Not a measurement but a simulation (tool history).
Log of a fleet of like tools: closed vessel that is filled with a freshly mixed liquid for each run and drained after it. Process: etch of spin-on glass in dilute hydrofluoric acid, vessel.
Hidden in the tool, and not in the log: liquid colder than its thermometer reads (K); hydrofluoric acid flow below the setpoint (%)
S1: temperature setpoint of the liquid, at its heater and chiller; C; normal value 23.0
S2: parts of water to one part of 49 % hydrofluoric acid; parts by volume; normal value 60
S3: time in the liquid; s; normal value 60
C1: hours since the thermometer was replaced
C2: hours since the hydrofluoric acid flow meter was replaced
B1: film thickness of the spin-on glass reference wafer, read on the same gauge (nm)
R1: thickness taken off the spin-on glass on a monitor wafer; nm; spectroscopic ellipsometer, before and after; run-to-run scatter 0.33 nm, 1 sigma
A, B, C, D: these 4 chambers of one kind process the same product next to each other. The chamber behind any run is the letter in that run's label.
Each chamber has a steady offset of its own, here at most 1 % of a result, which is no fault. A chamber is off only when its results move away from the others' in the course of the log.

run	hour	S1	S2	S3	C1	C2	B1	R1
1B	11.8	23.0	60	60	229.9	1775.1	90.012	35.119
2C	22.1	23.0	60	60	48.7	309.4	90.019	34.997
3D	32.5	23.0	60	60	104.2	2086.4	90.010	34.541
4A	44.1	23.0	60	60	207.9	785.5	89.992	34.986
5B	51.8	23.0	60	60	269.9	1815.1	89.995	35.054
6C	66.4	23.0	60	75	93.0	353.7	90.024	45.142
7A	73.3	23.0	60	75	237.1	814.7	89.992	44.548
8D	80.9	23.0	60	75	152.6	2134.8	89.977	43.562
9C	95.5	23.0	60	75	122.1	382.8	90.003	45.087
10D	109.5	23.0	60	60	181.2	2163.4	90.002	34.192
11A	123.2	23.0	60	60	287.0	864.6	90.005	34.562
12B	130.2	23.0	60	60	348.3	1893.5	89.997	35.264
13B	144.2	23.0	60	60	362.3	1907.5	89.985	34.842
14A	152.0	23.0	60	60	315.8	893.4	89.985	35.133
15C	158.4	23.0	60	60	185.0	445.7	89.994	35.608
16D	165.1	23.0	60	60	236.8	2219.0	89.992	35.382
17B	172.2	23.0	60	60	390.3	1935.5	89.983	34.782
18D	184.6	23.0	60	60	256.3	2238.5	90.000	35.160
19C	197.5	23.0	60	60	224.1	484.8	89.993	35.765
20A	207.9	23.0	60	60	371.7	949.3	89.982	34.306
21C	221.1	23.0	60	60	247.7	508.4	89.987	35.849
22A	233.2	23.0	60	60	397.0	974.6	90.002	34.151
23D	247.2	23.0	60	75	318.9	2301.1	89.976	43.612
24B	261.7	23.0	60	75	479.8	2025.0	89.993	43.498
25C	274.2	23.0	60	75	300.8	561.5	89.995	44.944
26A	282.1	23.0	60	75	445.9	1023.5	89.997	41.874
27D	295.5	23.0	60	60	367.2	2349.4	89.984	35.034
28B	302.1	23.0	60	60	520.2	2065.4	89.997	35.179
29A	316.3	23.0	60	60	480.1	1057.7	90.012	33.838
30B	328.5	23.0	60	60	546.6	2091.8	89.972	34.683
31C	339.5	23.0	60	60	366.1	626.8	89.991	35.762
32D	352.5	27.5	60	60	424.2	2406.4	90.001	42.075
33D	365.7	27.5	60	60	437.4	2419.6	89.997	42.059
34A	372.3	27.5	60	60	536.1	1113.7	89.977	39.639
35B	379.3	27.5	60	60	597.4	2142.6	89.997	42.803
36C	387.6	23.0	60	60	414.2	674.9	89.988	35.560
# hour 399.0: chamber A: hydrofluoric acid flow meter replaced
37D	401.3	23.0	60	60	473.0	2455.2	90.000	34.367
38C	416.2	23.0	60	60	442.8	703.5	89.988	35.074
39A	424.2	23.0	60	60	588.0	25.3	90.010	32.538

Does one chamber stand apart from the rest, does the shared gauge drift, or is all well apart from small per-chamber offsets? Give the chamber and the most likely cause, where there is one.

Chamber A drifts away from the others.
Most likely cause: liquid colder than its thermometer reads (K) = 2.3.

Here are 4 candidates for chamber A's next run, each the usual settings with a change, their results left as question marks. Which one brings its results back in line with what the others give on the usual settings?
A result is in line if it is within this distance of the other chambers' mean on the usual settings: R1 1.200 nm
40A-1	434.9	25.0	60	60				?
40A-2	434.9	23.0	55	65				?
40A-3	434.9	23.0	60	50				?
40A-4	434.9	23.0	60	55				?

The mean the other chambers reach with the usual settings: R1 35.196 nm
run	R1
40A-1	34.732
40A-2	38.043
40A-3	26.622
40A-4	29.284
The answer is 40A-1, which returns the chamber to within the allowed miss of the others.
